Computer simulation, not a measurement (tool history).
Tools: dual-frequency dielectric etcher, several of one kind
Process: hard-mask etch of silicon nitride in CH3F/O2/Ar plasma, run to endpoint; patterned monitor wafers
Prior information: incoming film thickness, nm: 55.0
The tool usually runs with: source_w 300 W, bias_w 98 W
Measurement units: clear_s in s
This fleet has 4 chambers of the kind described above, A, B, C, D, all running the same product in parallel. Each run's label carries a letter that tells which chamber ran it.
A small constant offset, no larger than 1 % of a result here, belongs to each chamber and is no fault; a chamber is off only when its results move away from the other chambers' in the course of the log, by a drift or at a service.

run 1D hour=11.6 | source_w=300 bias_w=98 | clear_s=79.675
run 2A hour=19.6 | source_w=300 bias_w=98 | clear_s=78.991
run 3C hour=26.4 | source_w=300 bias_w=98 | clear_s=80.234
run 4B hour=36.4 | source_w=300 bias_w=98 | clear_s=79.697
run 5B hour=51.1 | source_w=300 bias_w=98 | clear_s=79.763
run 6A hour=63.1 | source_w=340 bias_w=98 | clear_s=75.507
run 7D hour=75.6 | source_w=340 bias_w=98 | clear_s=75.888
run 8C hour=83.8 | source_w=340 bias_w=98 | clear_s=76.493
-- hour=86.5 chamber C: wet clean of the chamber
-- hour=89.1 chamber D: wet clean of the chamber
run 9C hour=95.2 | source_w=340 bias_w=98 | clear_s=76.337
run 10B hour=108.7 | source_w=300 bias_w=98 | clear_s=79.835
run 11A hour=117.7 | source_w=300 bias_w=98 | clear_s=79.21
run 12D hour=131 | source_w=300 bias_w=98 | clear_s=79.518
run 13B hour=140.9 | source_w=300 bias_w=98 | clear_s=79.48
run 14A hour=150 | source_w=350 bias_w=110 | clear_s=71.291
run 15C hour=163.9 | source_w=350 bias_w=110 | clear_s=72.354
run 16D hour=173.7 | source_w=350 bias_w=110 | clear_s=72.747
run 17D hour=187 | source_w=350 bias_w=110 | clear_s=71.888
run 18C hour=198 | source_w=300 bias_w=98 | clear_s=80.237
run 19B hour=208 | source_w=300 bias_w=98 | clear_s=79.695
run 20A hour=216.2 | source_w=300 bias_w=98 | clear_s=78.667
run 21C hour=225 | source_w=300 bias_w=98 | clear_s=79.845
run 22D hour=233.6 | source_w=300 bias_w=98 | clear_s=79.418
run 23B hour=244 | source_w=300 bias_w=98 | clear_s=79.317
run 24A hour=254.7 | source_w=300 bias_w=98 | clear_s=78.787
run 25C hour=266.2 | source_w=370 bias_w=91 | clear_s=76.098
run 26B hour=275.1 | source_w=370 bias_w=91 | clear_s=75.45
run 27D hour=283.2 | source_w=370 bias_w=91 | clear_s=75.366
run 28A hour=290.6 | source_w=370 bias_w=91 | clear_s=73.909
run 29C hour=297.4 | source_w=300 bias_w=98 | clear_s=79.846
run 30A hour=306.2 | source_w=300 bias_w=98 | clear_s=78.192
run 31D hour=315.8 | source_w=300 bias_w=98 | clear_s=79.817
run 32B hour=324.9 | source_w=300 bias_w=98 | clear_s=79.804
run 33B hour=332.8 | source_w=300 bias_w=98 | clear_s=80.441
-- hour=337.1 chamber B: wet clean of the chamber
run 34C hour=344.6 | source_w=300 bias_w=98 | clear_s=80.069
run 35A hour=356.2 | source_w=260 bias_w=98 | clear_s=82.307
run 36D hour=368.7 | source_w=260 bias_w=98 | clear_s=84.544
run 37B hour=381.1 | source_w=260 bias_w=98 | clear_s=84.199
run 38A hour=389.2 | source_w=260 bias_w=98 | clear_s=82.654
run 39C hour=398.2 | source_w=300 bias_w=98 | clear_s=79.611
run 40D hour=405 | source_w=300 bias_w=98 | clear_s=79.789
run 41D hour=417.6 | source_w=300 bias_w=98 | clear_s=79.702
run 42C hour=426.5 | source_w=300 bias_w=98 | clear_s=79.343
run 43A hour=439.7 | source_w=300 bias_w=98 | clear_s=77.648

Predict what each chamber gives when all 4 of them run the settings below next.
run 44A hour=450.6 | source_w=300 bias_w=98 | clear_s=?
run 44B hour=450.6 | source_w=300 bias_w=98 | clear_s=?
run 44C hour=450.6 | source_w=300 bias_w=98 | clear_s=?
run 44D hour=450.6 | source_w=300 bias_w=98 | clear_s=?

run=44A clear_s=76.539
run=44B clear_s=79.28
run=44C clear_s=79.612
run=44D clear_s=80.354
